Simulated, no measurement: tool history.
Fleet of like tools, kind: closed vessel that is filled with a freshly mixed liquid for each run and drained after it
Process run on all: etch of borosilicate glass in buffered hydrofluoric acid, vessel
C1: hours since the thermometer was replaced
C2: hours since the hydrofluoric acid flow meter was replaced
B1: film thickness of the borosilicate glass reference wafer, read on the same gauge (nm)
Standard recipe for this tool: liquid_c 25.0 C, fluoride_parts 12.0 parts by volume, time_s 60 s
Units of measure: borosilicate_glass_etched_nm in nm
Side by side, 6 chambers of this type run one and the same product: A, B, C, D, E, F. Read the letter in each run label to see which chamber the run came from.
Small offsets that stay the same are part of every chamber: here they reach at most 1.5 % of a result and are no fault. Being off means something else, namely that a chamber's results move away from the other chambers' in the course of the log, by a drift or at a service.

Run 1E, hour 8.4: usual settings; C1 1357.4; C2 2157.3; B1 110.02. Result: borosilicate_glass_etched_nm 65.286 nm.
Run 2F, hour 16.4: usual settings; C1 371.2; C2 1064.7; B1 110.02. Result: borosilicate_glass_etched_nm 66.363 nm.
Run 3D, hour 25.9: usual settings; C1 1640.2; C2 1563.6; B1 110.00. Result: borosilicate_glass_etched_nm 65.316 nm.
Run 4B, hour 34.6: usual settings; C1 1471.4; C2 758.1; B1 110.00. Result: borosilicate_glass_etched_nm 67.110 nm.
Run 5A, hour 43.1: usual settings; C1 1668.9; C2 249.6; B1 110.02. Result: borosilicate_glass_etched_nm 66.485 nm.
Run 6C, hour 49.2: usual settings; C1 719.9; C2 350.3; B1 110.00. Result: borosilicate_glass_etched_nm 64.595 nm.
Run 7D, hour 55.3: usual settings; C1 1669.6; C2 1593.0; B1 110.00. Result: borosilicate_glass_etched_nm 65.812 nm.
Run 8A, hour 61.8: usual settings; C1 1687.6; C2 268.3; B1 109.99. Result: borosilicate_glass_etched_nm 65.968 nm.
Run 9C, hour 69.0: usual settings; C1 739.7; C2 370.1; B1 110.01. Result: borosilicate_glass_etched_nm 66.227 nm.
Run 10B, hour 74.4: usual settings but fluoride_parts 9.0 parts by volume; C1 1511.2; C2 797.9; B1 110.04. Result: borosilicate_glass_etched_nm 85.080 nm.
Run 11E, hour 80.2: usual settings but fluoride_parts 9.0 parts by volume; C1 1429.2; C2 2229.1; B1 109.99. Result: borosilicate_glass_etched_nm 83.869 nm.
Run 12F, hour 87.8: usual settings but fluoride_parts 9.0 parts by volume; C1 442.6; C2 1136.1; B1 109.96. Result: borosilicate_glass_etched_nm 84.375 nm.
Run 13B, hour 96.1: usual settings but fluoride_parts 9.0 parts by volume; C1 1532.9; C2 819.6; B1 109.98. Result: borosilicate_glass_etched_nm 85.733 nm.
Run 14F, hour 100.4: usual settings but fluoride_parts 9.0 parts by volume; C1 455.2; C2 1148.7; B1 110.01. Result: borosilicate_glass_etched_nm 84.208 nm.
Run 15E, hour 109.9: usual settings but fluoride_parts 9.0 parts by volume; C1 1458.9; C2 2258.8; B1 110.03. Result: borosilicate_glass_etched_nm 84.507 nm.
Run 16C, hour 116.2: usual settings; C1 786.9; C2 417.3; B1 110.00. Result: borosilicate_glass_etched_nm 65.275 nm.
Run 17D, hour 122.4: usual settings; C1 1736.7; C2 1660.1; B1 109.98. Result: borosilicate_glass_etched_nm 66.029 nm.
Run 18A, hour 128.1: usual settings; C1 1753.9; C2 334.6; B1 110.02. Result: borosilicate_glass_etched_nm 65.409 nm.
Run 19E, hour 133.7: usual settings; C1 1482.7; C2 2282.6; B1 110.00. Result: borosilicate_glass_etched_nm 65.370 nm.
Run 20A, hour 140.6: usual settings; C1 1766.4; C2 347.1; B1 109.98. Result: borosilicate_glass_etched_nm 66.090 nm.
Run 21B, hour 144.8: usual settings; C1 1581.6; C2 868.3; B1 110.00. Result: borosilicate_glass_etched_nm 67.843 nm.
Run 22C, hour 152.2: usual settings; C1 822.9; C2 453.3; B1 110.02. Result: borosilicate_glass_etched_nm 66.010 nm.
Run 23F, hour 158.2: usual settings but liquid_c 23.5 C; C1 513.0; C2 1206.5; B1 109.97. Result: borosilicate_glass_etched_nm 61.097 nm.
Run 24D, hour 163.5: usual settings but liquid_c 23.5 C; C1 1777.8; C2 1701.2; B1 110.00. Result: borosilicate_glass_etched_nm 60.189 nm.
Run 25D, hour 171.3: usual settings but liquid_c 23.5 C; C1 1785.6; C2 1709.0; B1 110.00. Result: borosilicate_glass_etched_nm 60.415 nm.
Run 26B, hour 179.8: usual settings but liquid_c 23.5 C; C1 1616.6; C2 903.3; B1 110.01. Result: borosilicate_glass_etched_nm 60.982 nm.
Run 27F, hour 188.6: usual settings but liquid_c 23.5 C; C1 543.4; C2 1236.9; B1 110.01. Result: borosilicate_glass_etched_nm 61.523 nm.
Run 28A, hour 193.3: usual settings but liquid_c 23.5 C; C1 1819.1; C2 399.8; B1 110.04. Result: borosilicate_glass_etched_nm 61.142 nm.
At hour 193.7: chamber F: thermometer replaced.
Run 29C, hour 198.4: usual settings; C1 869.1; C2 499.5; B1 109.99. Result: borosilicate_glass_etched_nm 65.298 nm.
Run 30E, hour 203.7: usual settings; C1 1552.7; C2 2352.6; B1 110.00. Result: borosilicate_glass_etched_nm 66.294 nm.
Run 31E, hour 208.8: usual settings; C1 1557.8; C2 2357.7; B1 110.02. Result: borosilicate_glass_etched_nm 65.700 nm.
Run 32A, hour 213.2: usual settings; C1 1839.0; C2 419.7; B1 110.00. Result: borosilicate_glass_etched_nm 66.028 nm.
Run 33F, hour 219.6: usual settings; C1 25.9; C2 1267.9; B1 110.04. Result: borosilicate_glass_etched_nm 66.089 nm.
Run 34B, hour 227.7: usual settings; C1 1664.5; C2 951.2; B1 110.01. Result: borosilicate_glass_etched_nm 67.084 nm.
Run 35D, hour 233.5: usual settings; C1 1847.8; C2 1771.2; B1 110.00. Result: borosilicate_glass_etched_nm 65.486 nm.
At hour 239.6: chamber F: hydrofluoric acid flow meter replaced.
Run 36C, hour 241.5: usual settings; C1 912.2; C2 542.6; B1 110.00. Result: borosilicate_glass_etched_nm 66.775 nm.
Run 37E, hour 246.9: usual settings but fluoride_parts 14.5 parts by volume, time_s 45 s; C1 1595.9; C2 2395.8; B1 110.02. Result: borosilicate_glass_etched_nm 41.191 nm.
Run 38F, hour 255.8: usual settings but fluoride_parts 14.5 parts by volume, time_s 45 s; C1 62.1; C2 16.3; B1 110.01. Result: borosilicate_glass_etched_nm 41.199 nm.
Run 39C, hour 263.1: usual settings but fluoride_parts 14.5 parts by volume, time_s 45 s; C1 933.8; C2 564.2; B1 110.00. Result: borosilicate_glass_etched_nm 41.032 nm.
Run 40D, hour 272.1: usual settings but fluoride_parts 14.5 parts by volume, time_s 45 s; C1 1886.4; C2 1809.8; B1 110.00. Result: borosilicate_glass_etched_nm 40.840 nm.

Next, all 6 chambers run the settings below, one line each with question marks for the results. What does each chamber give?
Run 41A, hour 279.0: usual settings. Result: borosilicate_glass_etched_nm ?.
Run 41B, hour 279.0: usual settings. Result: borosilicate_glass_etched_nm ?.
Run 41C, hour 279.0: usual settings. Result: borosilicate_glass_etched_nm ?.
Run 41D, hour 279.0: usual settings. Result: borosilicate_glass_etched_nm ?.
Run 41E, hour 279.0: usual settings. Result: borosilicate_glass_etched_nm ?.
Run 41F, hour 279.0: usual settings. Result: borosilicate_glass_etched_nm ?.

run  borosilicate_glass_etched_nm
41A                        66.343
41B                        67.351
41C                        66.365
41D                        65.509
41E                        65.752
41F                        65.201
